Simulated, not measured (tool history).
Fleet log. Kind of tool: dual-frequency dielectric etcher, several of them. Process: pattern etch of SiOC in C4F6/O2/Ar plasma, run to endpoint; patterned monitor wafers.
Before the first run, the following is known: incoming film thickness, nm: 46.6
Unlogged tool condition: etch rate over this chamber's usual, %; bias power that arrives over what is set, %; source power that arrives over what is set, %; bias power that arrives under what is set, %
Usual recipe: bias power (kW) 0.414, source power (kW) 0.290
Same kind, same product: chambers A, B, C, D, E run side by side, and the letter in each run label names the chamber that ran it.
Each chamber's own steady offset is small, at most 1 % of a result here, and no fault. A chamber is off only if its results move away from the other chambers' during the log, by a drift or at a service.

run	hour	bias power (kW)	source power (kW)	hours since the last wet clean	hours since the last bias power generator calibration	hours since the last source power generator calibration	endpoint time (s)
1E	8.8	0.414	0.290	481.7	2376.1	1636.3	18.891
2B	16.6	0.414	0.290	544.4	3540.7	1734.4	19.022
# hour 21.8: chamber E: wet clean of the chamber
3C	23.1	0.414	0.290	642.4	2877.8	3283.6	18.945
4A	29.1	0.414	0.290	106.0	1100.0	3268.3	18.875
5D	34.9	0.414	0.290	173.0	3265.9	1328.8	18.950
6E	42.2	0.414	0.290	20.4	2409.5	1669.7	18.840
7C	52.1	0.414	0.290	671.4	2906.8	3312.6	19.035
8A	60.6	0.414	0.290	137.5	1131.5	3299.8	18.991
9B	70.5	0.414	0.290	598.3	3594.6	1788.3	19.209
# hour 75.5: chamber C: wet clean of the chamber
10D	80.2	0.414	0.290	218.3	3311.2	1374.1	18.975
11B	87.6	0.414	0.290	615.4	3611.7	1805.4	18.929
12D	94.1	0.414	0.290	232.2	3325.1	1388.0	18.993
13A	100.2	0.496	0.290	177.1	1171.1	3339.4	17.739
14E	107.3	0.496	0.290	85.5	2474.6	1734.8	17.631
15C	114.6	0.496	0.290	39.1	2969.3	3375.1	17.732
16B	122.2	0.496	0.290	650.0	3646.3	1840.0	17.964
# hour 125.3: chamber A: source power generator calibrated
# hour 129.5: chamber B: wet clean of the chamber
17E	131.4	0.496	0.290	109.6	2498.7	1758.9	17.734
18C	138.8	0.414	0.290	63.3	2993.5	3399.3	19.102
19A	143.2	0.493	0.290	220.1	1214.1	17.9	17.737
20D	151.3	0.493	0.290	289.4	3382.3	1445.2	17.651
21C	157.6	0.493	0.290	82.1	3012.3	3418.1	17.798
22D	165.7	0.493	0.290	303.8	3396.7	1459.6	17.729
23E	170.8	0.493	0.290	149.0	2538.1	1798.3	17.789
24A	180.5	0.414	0.290	257.4	1251.4	55.2	19.088
25B	185.2	0.414	0.290	55.7	3709.3	1903.0	18.126
26A	189.8	0.331	0.340	266.7	1260.7	64.5	19.384
27E	194.7	0.331	0.340	172.9	2562.0	1822.2	19.287
28B	201.4	0.331	0.340	71.9	3725.5	1919.2	18.666
29C	207.3	0.331	0.340	131.8	3062.0	3467.8	19.303
30D	216.9	0.331	0.340	355.0	3447.9	1510.8	19.376
31D	224.4	0.414	0.290	362.5	3455.4	1518.3	18.927
32C	228.9	0.414	0.290	153.4	3083.6	3489.4	18.994

Next, all 5 chambers run the settings below, one line each with question marks for the results. What does each chamber give?
33A	236.1	0.414	0.290				?
33B	236.1	0.414	0.290				?
33C	236.1	0.414	0.290				?
33D	236.1	0.414	0.290				?
33E	236.1	0.414	0.290				?

run	endpoint time (s)
33A	19.106
33B	18.035
33C	18.938
33D	18.801
33E	18.891
